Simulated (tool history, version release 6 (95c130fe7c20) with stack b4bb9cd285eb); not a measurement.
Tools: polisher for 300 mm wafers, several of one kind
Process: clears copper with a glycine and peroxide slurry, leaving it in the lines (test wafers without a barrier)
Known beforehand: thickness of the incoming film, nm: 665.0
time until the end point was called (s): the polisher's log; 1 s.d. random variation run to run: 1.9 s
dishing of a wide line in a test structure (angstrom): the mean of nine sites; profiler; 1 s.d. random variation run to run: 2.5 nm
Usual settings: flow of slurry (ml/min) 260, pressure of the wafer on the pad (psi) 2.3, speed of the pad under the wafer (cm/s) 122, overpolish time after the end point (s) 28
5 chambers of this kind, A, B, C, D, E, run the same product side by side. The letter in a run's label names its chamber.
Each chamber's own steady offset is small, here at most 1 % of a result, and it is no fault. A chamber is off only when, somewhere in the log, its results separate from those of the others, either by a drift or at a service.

run	hour	flow of slurry (ml/min)	pressure of the wafer on the pad (psi)	speed of the pad under the wafer (cm/s)	overpolish time after the end point (s)	time until the end point was called (s)	dishing of a wide line in a test structure (angstrom)
1D	8.1	260	2.3	122	28	104.85	1023.70
2E	13.1	260	2.3	122	28	106.06	1014.80
# hour 14.5: chamber B: worn pad replaced by a new one
3C	18.5	260	2.3	122	28	104.19	967.68
# hour 24.5: chamber C: slurry nozzle cleaned
4A	25.5	260	2.3	122	28	104.26	998.39
5B	30.0	260	2.3	122	28	103.75	1006.70
# hour 36.4: chamber D: worn pad replaced by a new one
6D	39.1	260	2.3	122	28	103.47	955.69
7B	46.4	260	2.3	122	28	104.35	975.48
8A	52.8	260	2.3	122	28	106.12	996.23
# hour 54.2: chamber E: slurry nozzle cleaned
9C	62.4	260	2.3	122	28	106.44	1022.70
10E	66.9	260	2.3	122	28	105.92	989.14
11C	71.6	260	2.3	122	28	105.30	992.79
12B	81.1	260	2.3	122	28	105.12	1016.10
13D	87.9	260	2.3	122	28	107.17	1046.90
# hour 91.0: chamber E: worn pad replaced by a new one
14A	96.1	260	2.3	122	28	108.02	1028.90
15E	100.8	260	2.3	122	28	105.32	985.57
16E	110.5	260	2.3	122	28	103.25	1013.20
# hour 120.4: chamber A: worn pad replaced by a new one
17C	120.6	285	2.3	104	28	117.42	892.02
18D	129.7	285	2.3	104	28	118.87	954.45
# hour 135.1: chamber D: slurry nozzle cleaned
19A	138.1	285	2.3	104	28	117.96	975.50
# hour 138.7: chamber B: worn pad replaced by a new one
# hour 141.0: chamber C: worn pad replaced by a new one
20B	146.7	285	2.3	104	28	116.59	914.06
21E	151.4	285	2.3	104	28	117.25	917.05
22B	159.8	260	2.3	84	28	138.93	842.40
23A	167.4	260	2.3	84	28	143.14	848.72
# hour 176.8: chamber D: worn pad replaced by a new one
# hour 176.9: chamber D: head pressure recalibrated
24C	176.9	260	2.3	84	28	141.32	829.97
# hour 181.8: chamber B: head pressure recalibrated
25D	185.7	260	2.3	84	28	141.93	814.30
26C	193.1	260	2.3	84	28	138.79	812.69
27E	201.6	260	2.3	122	28	104.34	988.62
28D	207.3	260	1.5	122	43	144.92	988.29
29B	216.7	260	1.5	122	43	146.14	1012.80
30A	226.1	260	1.5	122	43	147.24	1027.00
31A	230.7	260	1.5	122	43	147.85	1035.40
32D	239.9	260	1.5	122	43	145.39	1006.80

Decide between three cases: one chamber stands off from its peers, the gauge reading all wafers drifts, or nothing is wrong past each chamber's small offset. Where a chamber is off, say which and what most likely put it there.

Nothing is wrong: each chamber keeps only its own small, steady offset and the gauge holds still.

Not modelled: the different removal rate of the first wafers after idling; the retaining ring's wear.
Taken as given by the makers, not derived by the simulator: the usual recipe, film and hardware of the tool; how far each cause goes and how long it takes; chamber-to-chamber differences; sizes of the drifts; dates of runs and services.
